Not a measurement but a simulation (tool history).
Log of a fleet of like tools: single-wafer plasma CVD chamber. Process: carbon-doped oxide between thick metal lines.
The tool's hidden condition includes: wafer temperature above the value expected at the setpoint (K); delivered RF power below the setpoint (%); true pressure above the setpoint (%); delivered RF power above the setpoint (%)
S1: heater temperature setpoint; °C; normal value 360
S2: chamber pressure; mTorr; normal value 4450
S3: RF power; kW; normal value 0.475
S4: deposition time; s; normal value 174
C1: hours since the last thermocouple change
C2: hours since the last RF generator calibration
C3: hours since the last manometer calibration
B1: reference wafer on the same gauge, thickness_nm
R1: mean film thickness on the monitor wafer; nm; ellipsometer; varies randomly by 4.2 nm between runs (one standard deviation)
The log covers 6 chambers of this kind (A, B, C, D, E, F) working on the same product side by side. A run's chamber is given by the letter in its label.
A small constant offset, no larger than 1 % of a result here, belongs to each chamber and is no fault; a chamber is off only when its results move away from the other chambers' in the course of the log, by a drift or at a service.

run	hour	S1	S2	S3	S4	C1	C2	C3	B1	R1
1B	6.4	360	4450	0.475	174	516.8	1972.2	1974.1	819.80	810.55
# hour 11.8: chamber F: RF generator calibrated
2A	17.0	360	4450	0.475	174	1052.8	878.9	2127.1	820.07	814.25
3D	28.5	360	4450	0.475	174	1596.3	1466.5	1608.2	818.78	808.60
4C	39.3	360	4450	0.475	174	778.3	560.9	2084.3	819.33	797.94
5E	47.9	360	4450	0.475	174	722.1	454.9	131.8	818.39	810.14
6F	59.0	360	4450	0.475	174	437.3	47.3	322.2	819.39	810.43
7E	68.6	360	4450	0.475	174	742.8	475.6	152.5	819.59	808.83
8F	75.2	360	4450	0.475	174	453.5	63.5	338.4	818.90	806.42
9D	86.8	360	4450	0.475	174	1654.6	1524.8	1666.5	819.07	807.74
10A	99.4	360	4450	0.475	174	1135.2	961.3	2209.5	818.78	812.87
11C	108.9	360	4450	0.475	174	847.9	630.5	2153.9	819.15	802.99
12B	121.4	360	4450	0.475	174	631.8	2087.2	2089.1	818.36	806.79
13A	128.8	346	4450	0.475	205	1164.6	990.7	2238.9	818.94	999.81
14F	135.9	346	4450	0.475	205	514.2	124.2	399.1	819.20	980.99
15D	148.1	346	4450	0.475	205	1715.9	1586.1	1727.8	818.09	985.90
16C	160.0	346	4450	0.475	205	899.0	681.6	2205.0	818.29	984.20
# hour 170.3: chamber B: RF generator calibrated
17B	174.0	346	4450	0.475	205	684.4	3.7	2141.7	818.55	990.99
18E	186.7	346	4450	0.475	205	860.9	593.7	270.6	818.91	985.29
19E	195.6	360	4450	0.475	174	869.8	602.6	279.5	819.06	804.06
20A	204.6	360	4450	0.475	174	1240.4	1066.5	2314.7	819.18	815.73
21B	211.0	360	4450	0.475	174	721.4	40.7	2178.7	818.75	807.03
22D	224.7	360	3770	0.475	151	1792.5	1662.7	1804.4	819.05	684.77
23C	235.4	360	3770	0.475	151	974.4	757.0	2280.4	818.46	682.18
24F	248.1	360	3770	0.475	151	626.4	236.4	511.3	818.28	684.83
# hour 256.2: chamber A: capacitance manometer re-zeroed and calibrated
25A	256.7	360	3770	0.475	151	1292.5	1118.6	0.6	818.04	690.70
26E	264.6	360	3770	0.475	151	938.8	671.6	348.5	819.63	672.81
# hour 274.0: chamber A: RF generator calibrated
27C	276.0	360	3770	0.475	151	1015.0	797.6	2321.0	818.22	682.18
28D	282.9	360	4450	0.475	174	1850.7	1720.9	1862.6	818.56	808.66
29B	294.9	360	4450	0.475	174	805.3	124.6	2262.6	817.71	806.15
30F	308.8	360	4450	0.475	174	687.1	297.1	572.0	818.33	801.32
31D	317.8	360	4450	0.475	174	1885.6	1755.8	1897.5	819.17	808.53
32F	327.0	360	4450	0.475	174	705.3	315.3	590.2	819.25	809.46
33C	334.6	360	4450	0.475	174	1073.6	856.2	2379.6	819.43	807.12
34A	343.5	360	4450	0.475	174	1379.3	69.6	87.4	819.84	814.44
35B	353.6	360	4450	0.475	174	864.0	183.3	2321.3	818.66	815.90
36E	359.9	360	4450	0.555	174	1034.1	766.9	443.8	819.45	865.52
37D	372.6	360	4450	0.555	174	1940.4	1810.6	1952.3	819.65	894.96

Each of the 6 chambers runs these same settings next. Fill in every chamber's results:
38A	382.8	360	4450	0.440	174					?
38B	382.8	360	4450	0.440	174					?
38C	382.8	360	4450	0.440	174					?
38D	382.8	360	4450	0.440	174					?
38E	382.8	360	4450	0.440	174					?
38F	382.8	360	4450	0.440	174					?

run	R1
38A	774.56
38B	767.53
38C	761.90
38D	766.04
38E	729.88
38F	763.74
